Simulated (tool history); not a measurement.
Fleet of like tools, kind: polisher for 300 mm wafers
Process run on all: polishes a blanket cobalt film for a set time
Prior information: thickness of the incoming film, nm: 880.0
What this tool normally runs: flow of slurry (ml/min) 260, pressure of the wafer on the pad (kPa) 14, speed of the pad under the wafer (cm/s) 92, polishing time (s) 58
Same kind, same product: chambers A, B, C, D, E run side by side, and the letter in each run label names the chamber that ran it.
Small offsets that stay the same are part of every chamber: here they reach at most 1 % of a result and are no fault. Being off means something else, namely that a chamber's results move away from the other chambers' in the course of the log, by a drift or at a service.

run,day,flow of slurry (ml/min),pressure of the wafer on the pad (kPa),speed of the pad under the wafer (cm/s),polishing time (s),film removed (nm)
1B,0.292,260,14,92,58,226.07
2E,0.625,260,14,92,58,226.53
3A,0.938,260,14,92,58,231.46
4D,1.233,260,14,92,58,227.40
5C,1.888,345,14,92,58,235.52
6C,2.471,345,14,92,58,231.43
# day 2.621: chamber D: worn pad replaced by a new one
# day 2.642: chamber C: worn pad replaced by a new one
7E,2.762,345,14,92,58,232.76
# day 3.000: chamber A: worn pad replaced by a new one
8B,3.192,345,14,92,58,233.00
# day 3.612: chamber E: worn pad replaced by a new one
9A,3.683,345,14,92,58,237.94
10D,3.975,260,14,92,58,227.68
11C,4.471,260,14,92,58,228.80
# day 4.575: chamber D: head pressure recalibrated
12A,4.925,260,14,92,58,226.48
# day 5.304: chamber B: worn pad replaced by a new one
13E,5.367,260,14,92,58,227.77
14B,5.800,260,14,92,58,227.59
15D,6.212,260,14,92,58,225.08
# day 6.575: chamber A: worn pad replaced by a new one
16B,6.883,260,14,92,58,229.29
# day 7.004: chamber D: worn pad replaced by a new one
17E,7.308,260,14,92,58,224.83
# day 7.425: chamber C: worn pad replaced by a new one
# day 7.479: chamber E: worn pad replaced by a new one
18D,7.712,260,14,92,58,227.95
# day 7.912: chamber E: slurry nozzle cleaned
# day 7.933: chamber D: slurry nozzle cleaned
19C,8.279,260,14,92,58,230.93
20A,8.833,260,14,92,58,222.12
# day 9.258: chamber E: head pressure recalibrated
21D,9.362,260,14,92,58,229.55
22C,9.829,260,14,92,58,227.15
# day 10.133: chamber C: slurry nozzle cleaned
23B,10.375,260,14,92,58,229.23
# day 10.550: chamber C: head pressure recalibrated
# day 10.829: chamber A: worn pad replaced by a new one
24E,10.875,260,14,92,58,228.48
25A,11.296,260,14,92,58,220.29
# day 11.400: chamber E: worn pad replaced by a new one
# day 11.725: chamber D: worn pad replaced by a new one
# day 11.833: chamber B: worn pad replaced by a new one
26A,11.846,260,14,92,58,219.05
# day 12.358: chamber C: worn pad replaced by a new one
27B,12.438,260,14,92,58,228.59
# day 13.000: chamber B: head pressure recalibrated
28E,13.067,260,14,92,58,227.58
29C,13.508,260,14,92,58,228.77
30D,13.938,260,14,92,58,228.77
31C,14.496,260,14,92,58,230.09
32A,14.800,300,14,92,42,155.90
33B,15.104,300,14,92,42,166.66
# day 15.442: chamber D: worn pad replaced by a new one
34D,15.612,300,14,92,42,169.99

One chamber off, gauge drift, or nothing amiss beyond the chambers' own small offsets? If it is a chamber, which one, and what is the likeliest cause?

One chamber, A, drifts off from the rest bit by bit.
What lies behind it: head's pressure below its setpoint, % = 10.1.

Which of the 4 candidates below, each the usual settings with something changed and its results left as question marks, puts chamber A back in line with what the other chambers give on the usual settings?
Maximum distance from the other chambers' mean on the usual settings for a result to count as in line: film removed (nm) 7.10
35A-1,16.096,260,13.8,94,59,?
35A-2,16.096,260,14.5,92,61,?
35A-3,16.096,260,13.8,88,55,?
35A-4,16.096,260,13.8,92,56,?

What the other chambers average on the usual settings: film removed (nm) 228.51
run,film removed (nm)
35A-1,217.10
35A-2,230.84
35A-3,189.52
35A-4,201.70
35A-2 puts the chamber back in line with the other chambers.

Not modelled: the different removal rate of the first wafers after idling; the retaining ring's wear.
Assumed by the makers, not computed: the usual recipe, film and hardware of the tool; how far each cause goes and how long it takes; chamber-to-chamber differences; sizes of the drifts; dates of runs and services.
